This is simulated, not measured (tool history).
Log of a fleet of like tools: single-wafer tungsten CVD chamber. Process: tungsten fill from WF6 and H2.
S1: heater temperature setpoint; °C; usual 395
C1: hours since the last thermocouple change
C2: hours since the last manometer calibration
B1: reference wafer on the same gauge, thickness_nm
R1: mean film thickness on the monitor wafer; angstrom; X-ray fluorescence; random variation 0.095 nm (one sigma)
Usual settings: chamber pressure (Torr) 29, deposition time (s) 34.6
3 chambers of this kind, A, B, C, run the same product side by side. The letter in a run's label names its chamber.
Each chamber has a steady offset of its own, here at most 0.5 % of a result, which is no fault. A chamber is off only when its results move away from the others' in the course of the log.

{"run": "1C", "hour": 10.3, "S1": 395, "chamber pressure (Torr)": 29, "deposition time (s)": 34.6, "C1": 86.5, "C2": 260.6, "B1": 87.986, "R1": 904.17}
{"run": "2A", "hour": 18.4, "S1": 395, "chamber pressure (Torr)": 29, "deposition time (s)": 34.6, "C1": 1864.2, "C2": 478.6, "B1": 87.989, "R1": 905.48}
{"run": "3B", "hour": 25.2, "S1": 395, "chamber pressure (Torr)": 29, "deposition time (s)": 34.6, "C1": 1532.6, "C2": 1199.8, "B1": 87.982, "R1": 904.16}
{"run": "4C", "hour": 39.4, "S1": 395, "chamber pressure (Torr)": 29, "deposition time (s)": 34.6, "C1": 115.6, "C2": 289.7, "B1": 87.971, "R1": 902.94}
{"run": "5B", "hour": 52.1, "S1": 395, "chamber pressure (Torr)": 34.5, "deposition time (s)": 34.6, "C1": 1559.5, "C2": 1226.7, "B1": 87.924, "R1": 979.57}
{"run": "6A", "hour": 60.8, "S1": 395, "chamber pressure (Torr)": 34.5, "deposition time (s)": 34.6, "C1": 1906.6, "C2": 521, "B1": 87.945, "R1": 980.38}
{"run": "7B", "hour": 69.6, "S1": 395, "chamber pressure (Torr)": 34.5, "deposition time (s)": 34.6, "C1": 1577, "C2": 1244.2, "B1": 87.939, "R1": 979.91}
{"run": "8C", "hour": 79.5, "S1": 395, "chamber pressure (Torr)": 29, "deposition time (s)": 34.6, "C1": 155.7, "C2": 329.8, "B1": 87.912, "R1": 905.38}
{"run": "9A", "hour": 90.3, "S1": 395, "chamber pressure (Torr)": 29, "deposition time (s)": 34.6, "C1": 1936.1, "C2": 550.5, "B1": 87.943, "R1": 905.02}
{"run": "10C", "hour": 105.3, "S1": 395, "chamber pressure (Torr)": 29, "deposition time (s)": 34.6, "C1": 181.5, "C2": 355.6, "B1": 87.925, "R1": 903.54}
{"run": "11B", "hour": 113.4, "S1": 395, "chamber pressure (Torr)": 29, "deposition time (s)": 34.6, "C1": 1620.8, "C2": 1288, "B1": 87.916, "R1": 902.94}
{"run": "12A", "hour": 127.7, "S1": 395, "chamber pressure (Torr)": 29, "deposition time (s)": 34.6, "C1": 1973.5, "C2": 587.9, "B1": 87.873, "R1": 903.75}
{"run": "13A", "hour": 139.8, "S1": 395, "chamber pressure (Torr)": 29, "deposition time (s)": 34.6, "C1": 1985.6, "C2": 600, "B1": 87.859, "R1": 902.73}
{"run": "14B", "hour": 149.9, "S1": 395, "chamber pressure (Torr)": 29, "deposition time (s)": 34.6, "C1": 1657.3, "C2": 1324.5, "B1": 87.862, "R1": 904.35}
{"run": "15C", "hour": 159.0, "S1": 395, "chamber pressure (Torr)": 29, "deposition time (s)": 34.6, "C1": 235.2, "C2": 409.3, "B1": 87.838, "R1": 903.61}
{"run": "16B", "hour": 169.8, "S1": 395, "chamber pressure (Torr)": 29, "deposition time (s)": 34.6, "C1": 1677.2, "C2": 1344.4, "B1": 87.846, "R1": 902.08}
{"hour": 174.3, "done": "chamber B: capacitance manometer re-zeroed and calibrated"}
{"run": "17C", "hour": 180.8, "S1": 395, "chamber pressure (Torr)": 29, "deposition time (s)": 34.6, "C1": 257, "C2": 431.1, "B1": 87.846, "R1": 904.2}
{"run": "18A", "hour": 189.8, "S1": 395, "chamber pressure (Torr)": 29, "deposition time (s)": 34.6, "C1": 2035.6, "C2": 650, "B1": 87.847, "R1": 902.97}
{"run": "19B", "hour": 202.4, "S1": 395, "chamber pressure (Torr)": 29, "deposition time (s)": 34.6, "C1": 1709.8, "C2": 28.2, "B1": 87.823, "R1": 900.28}
{"run": "20A", "hour": 209.1, "S1": 395, "chamber pressure (Torr)": 29, "deposition time (s)": 34.6, "C1": 2054.9, "C2": 669.3, "B1": 87.84, "R1": 902.9}
{"run": "21C", "hour": 221.1, "S1": 395, "chamber pressure (Torr)": 29, "deposition time (s)": 34.6, "C1": 297.3, "C2": 471.4, "B1": 87.816, "R1": 902.92}
{"run": "22A", "hour": 234.9, "S1": 395, "chamber pressure (Torr)": 29, "deposition time (s)": 34.6, "C1": 2080.7, "C2": 695.1, "B1": 87.785, "R1": 902.15}
{"run": "23B", "hour": 241.5, "S1": 395, "chamber pressure (Torr)": 29, "deposition time (s)": 34.6, "C1": 1748.9, "C2": 67.3, "B1": 87.787, "R1": 899.51}
{"run": "24C", "hour": 248.0, "S1": 395, "chamber pressure (Torr)": 29, "deposition time (s)": 34.6, "C1": 324.2, "C2": 498.3, "B1": 87.775, "R1": 900.71}
{"run": "25A", "hour": 262.2, "S1": 395, "chamber pressure (Torr)": 29, "deposition time (s)": 34.6, "C1": 2108, "C2": 722.4, "B1": 87.754, "R1": 903.13}
{"run": "26B", "hour": 272.5, "S1": 395, "chamber pressure (Torr)": 29, "deposition time (s)": 34.6, "C1": 1779.9, "C2": 98.3, "B1": 87.745, "R1": 902.1}
{"run": "27C", "hour": 284.4, "S1": 395, "chamber pressure (Torr)": 29, "deposition time (s)": 34.6, "C1": 360.6, "C2": 534.7, "B1": 87.727, "R1": 903.35}
{"run": "28C", "hour": 291.0, "S1": 395, "chamber pressure (Torr)": 29, "deposition time (s)": 34.6, "C1": 367.2, "C2": 541.3, "B1": 87.733, "R1": 901.97}
{"run": "29A", "hour": 304.1, "S1": 395, "chamber pressure (Torr)": 29, "deposition time (s)": 34.6, "C1": 2149.9, "C2": 764.3, "B1": 87.749, "R1": 901.75}
{"run": "30B", "hour": 313.2, "S1": 389, "chamber pressure (Torr)": 31.8, "deposition time (s)": 34.6, "C1": 1820.6, "C2": 139, "B1": 87.721, "R1": 838.81}
{"run": "31B", "hour": 326.9, "S1": 389, "chamber pressure (Torr)": 31.8, "deposition time (s)": 34.6, "C1": 1834.3, "C2": 152.7, "B1": 87.727, "R1": 839.36}
{"run": "32A", "hour": 339.3, "S1": 389, "chamber pressure (Torr)": 31.8, "deposition time (s)": 34.6, "C1": 2185.1, "C2": 799.5, "B1": 87.696, "R1": 840.85}
{"run": "33C", "hour": 351.9, "S1": 395, "chamber pressure (Torr)": 29, "deposition time (s)": 34.6, "C1": 428.1, "C2": 602.2, "B1": 87.695, "R1": 901.86}
{"run": "34B", "hour": 364.6, "S1": 395, "chamber pressure (Torr)": 29, "deposition time (s)": 34.6, "C1": 1872, "C2": 190.4, "B1": 87.718, "R1": 898.45}
{"run": "35C", "hour": 374.8, "S1": 395, "chamber pressure (Torr)": 29, "deposition time (s)": 34.6, "C1": 451, "C2": 625.1, "B1": 87.668, "R1": 900.93}
{"run": "36A", "hour": 386.5, "S1": 395, "chamber pressure (Torr)": 29, "deposition time (s)": 34.6, "C1": 2232.3, "C2": 846.7, "B1": 87.648, "R1": 899.98}
{"run": "37C", "hour": 398.8, "S1": 395, "chamber pressure (Torr)": 29, "deposition time (s)": 34.6, "C1": 475, "C2": 649.1, "B1": 87.665, "R1": 900.52}
{"run": "38A", "hour": 406.3, "S1": 395, "chamber pressure (Torr)": 29, "deposition time (s)": 34.6, "C1": 2252.1, "C2": 866.5, "B1": 87.629, "R1": 899.73}
{"run": "39B", "hour": 414.1, "S1": 395, "chamber pressure (Torr)": 29, "deposition time (s)": 34.6, "C1": 1921.5, "C2": 239.9, "B1": 87.635, "R1": 901.53}
{"run": "40C", "hour": 422.1, "S1": 395, "chamber pressure (Torr)": 29, "deposition time (s)": 34.6, "C1": 498.3, "C2": 672.4, "B1": 87.627, "R1": 900.86}

All 3 chambers run these settings next. Forecast each chamber's results:
{"run": "41A", "hour": 432.8, "S1": 395, "chamber pressure (Torr)": 29, "deposition time (s)": 34.6, "R1": "?"}
{"run": "41B", "hour": 432.8, "S1": 395, "chamber pressure (Torr)": 29, "deposition time (s)": 34.6, "R1": "?"}
{"run": "41C", "hour": 432.8, "S1": 395, "chamber pressure (Torr)": 29, "deposition time (s)": 34.6, "R1": "?"}

run=41A R1=900.61
run=41B R1=900.19
run=41C R1=900.49
